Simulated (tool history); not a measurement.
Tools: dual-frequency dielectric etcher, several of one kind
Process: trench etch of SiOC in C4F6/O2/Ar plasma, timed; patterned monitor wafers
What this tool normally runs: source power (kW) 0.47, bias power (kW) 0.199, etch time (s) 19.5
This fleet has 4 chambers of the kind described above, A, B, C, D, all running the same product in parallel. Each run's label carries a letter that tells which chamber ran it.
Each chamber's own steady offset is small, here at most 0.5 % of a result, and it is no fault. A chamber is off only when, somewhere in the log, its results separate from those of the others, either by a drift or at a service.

run,hour,source power (kW),bias power (kW),etch time (s),"read-back reference wafer on the same gauge, depth_nm",mean etch depth across the wafer (nm)
1D,14.8,0.47,0.199,19.5,43.596,44.505
2A,29.1,0.47,0.199,19.5,43.603,44.502
3C,38.7,0.47,0.199,19.5,43.606,44.37
4B,51.7,0.47,0.199,19.5,43.575,44.374
5D,62.1,0.47,0.199,23.5,43.634,53.686
6C,74.2,0.47,0.199,23.5,43.599,53.627
7B,81.9,0.47,0.199,23.5,43.589,53.935
# hour 82.3: chamber A: wet clean of the chamber
8A,94.2,0.47,0.199,23.5,43.584,53.602
9D,108.9,0.47,0.199,19.5,43.601,44.5
10A,122.9,0.47,0.199,19.5,43.586,44.301
11C,134.4,0.47,0.164,24,43.567,51.763
12B,142.5,0.47,0.164,24,43.611,51.643
13C,154.1,0.47,0.164,24,43.603,51.695
14A,165,0.47,0.164,24,43.584,51.518
15B,176.6,0.58,0.199,22.5,43.623,55.844
16D,188.6,0.58,0.199,22.5,43.597,55.273
17D,198.8,0.58,0.199,22.5,43.586,55.982
# hour 199.6: chamber C: wet clean of the chamber
# hour 212.5: chamber B: wet clean of the chamber
18B,213.1,0.58,0.199,22.5,43.589,55.898
# hour 219.7: chamber D: wet clean of the chamber
19A,221.7,0.47,0.199,19.5,43.601,44.407
20C,231.4,0.47,0.199,19.5,43.616,44.567
21B,238.6,0.4,0.199,19.5,43.634,41.876
22D,246.8,0.4,0.199,19.5,43.606,40.264
23C,261.5,0.4,0.199,19.5,43.582,41.708
24A,272.5,0.4,0.199,19.5,43.599,42.003
25A,281.1,0.47,0.199,19.5,43.615,44.474
26B,293.4,0.47,0.199,19.5,43.583,44.463
27D,307.3,0.47,0.199,19.5,43.634,43.127
28C,314.4,0.47,0.199,19.5,43.589,44.235
29A,324.3,0.41,0.199,14,43.622,30.181
30C,331.2,0.41,0.199,14,43.591,30.247
31D,341.1,0.41,0.199,14,43.646,29.397

One chamber off, gauge drift, or nothing amiss beyond the chambers' own small offsets? If it is a chamber, which one, and what is the likeliest cause?

A service on chamber D put it out of line with the rest.
What lies behind it: etch rate under this chamber's usual, % = 3.31.

Chamber D could run next with any of the 4 candidate recipes listed below; each alters the usual settings, and their results appear as question marks. Which one brings its results back in line with what the other chambers deliver on the usual settings?
In line here means within this much of the mean the other chambers give on the usual settings: mean etch depth across the wafer (nm) 0.44
32D-1,351.8,0.51,0.199,19.5,,?
32D-2,351.8,0.47,0.209,19.5,,?
32D-3,351.8,0.45,0.199,19.5,,?
32D-4,351.8,0.47,0.178,19.5,,?

Usual-settings mean across the other chambers: mean etch depth across the wafer (nm) 44.475
run,mean etch depth across the wafer (nm)
32D-1,44.448
32D-2,43.73
32D-3,42.334
32D-4,41.589
The answer is 32D-1, which returns the chamber to within the allowed miss of the others.
